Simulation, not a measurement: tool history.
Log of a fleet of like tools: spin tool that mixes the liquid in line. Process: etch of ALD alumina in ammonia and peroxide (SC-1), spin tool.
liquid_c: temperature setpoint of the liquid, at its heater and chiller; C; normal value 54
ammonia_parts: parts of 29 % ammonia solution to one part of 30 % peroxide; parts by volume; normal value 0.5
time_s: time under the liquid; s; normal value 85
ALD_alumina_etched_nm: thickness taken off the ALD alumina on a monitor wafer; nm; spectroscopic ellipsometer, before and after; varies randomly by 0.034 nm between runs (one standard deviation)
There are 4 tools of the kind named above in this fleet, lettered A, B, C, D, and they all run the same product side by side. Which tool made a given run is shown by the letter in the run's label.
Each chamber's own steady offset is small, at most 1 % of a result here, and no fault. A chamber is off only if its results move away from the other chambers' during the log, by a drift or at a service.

run	hour	liquid_c	ammonia_parts	time_s	read-back film thickness of the ALD alumina reference wafer, read on the same gauge (nm)	ALD_alumina_etched_nm
1B	4.6	54	0.5	85	49.999	4.2619
2D	9	54	0.5	85	50.009	4.2088
3C	14.8	54	0.5	85	50.007	4.186
4A	19.1	54	0.5	85	50.019	4.3126
5B	23	54	0.5	85	50.048	4.3052
6A	27.3	54	0.5	85	49.997	4.3246
# hour 33.2: chamber A: ammonia flow meter replaced
7C	34.3	54	0.5	85	50.018	4.2662
8D	40.1	54	0.5	85	50.031	4.3073
9B	47.2	54	0.5	85	50.004	4.2913
# hour 50.1: chamber B: new drum of ammonia solution connected
10D	50.3	54	0.5	85	50.016	4.2493
# hour 53: chamber C: thermometer replaced
11A	56.6	54	0.5	85	50.023	4.3258
12C	62.6	54	0.5	85	49.952	4.217
13B	67	54	0.5	85	50	4.3277
14A	71.7	54	0.5	85	49.988	4.3216
# hour 74.3: chamber A: new drum of ammonia solution connected
15D	75	54	0.5	85	50.014	4.241
16C	78.2	54	0.5	85	50.009	4.1825
17B	84.3	54	0.5	85	50.021	4.3144
18D	89.7	54	0.5	115	50.048	5.7515
19C	96.6	54	0.5	115	49.97	5.6625
20A	100.2	54	0.5	115	50.004	5.7567
21C	105.6	54	0.5	115	49.993	5.5423
22D	111.9	54	0.5	85	49.999	4.3289
23B	117.4	54	0.5	85	50.019	4.3532
24A	121.5	54	0.5	85	50.009	4.2601
25D	127.3	54	0.5	85	49.993	4.2827
26A	132.1	54	0.5	85	50.011	4.2715
27B	137.2	54	0.5	85	50.014	4.2728
# hour 141.6: chamber D: ammonia flow meter replaced
28C	144	54	0.5	85	49.997	4.0242
29C	150.3	54	0.5	85	49.997	3.9488
30B	156.9	54	0.5	85	49.978	4.2549
31D	161.9	54	0.5	85	49.988	4.258
32A	166.9	54	0.5	85	50.022	4.3543
33D	171	54	0.5	85	49.977	4.2083
34A	176.6	54	0.5	85	50.007	4.3108
35B	180.3	54	0.5	85	49.968	4.3137
36C	184.2	54	0.5	85	50.008	3.8737

Next, all 4 chambers run the settings below, one line each with question marks for the results. What does each chamber give?
37A	189.4	61	0.5	85		?
37B	189.4	61	0.5	85		?
37C	189.4	61	0.5	85		?
37D	189.4	61	0.5	85		?

run	ALD_alumina_etched_nm
37A	6.1853
37B	6.2452
37C	5.5984
37D	6.2104
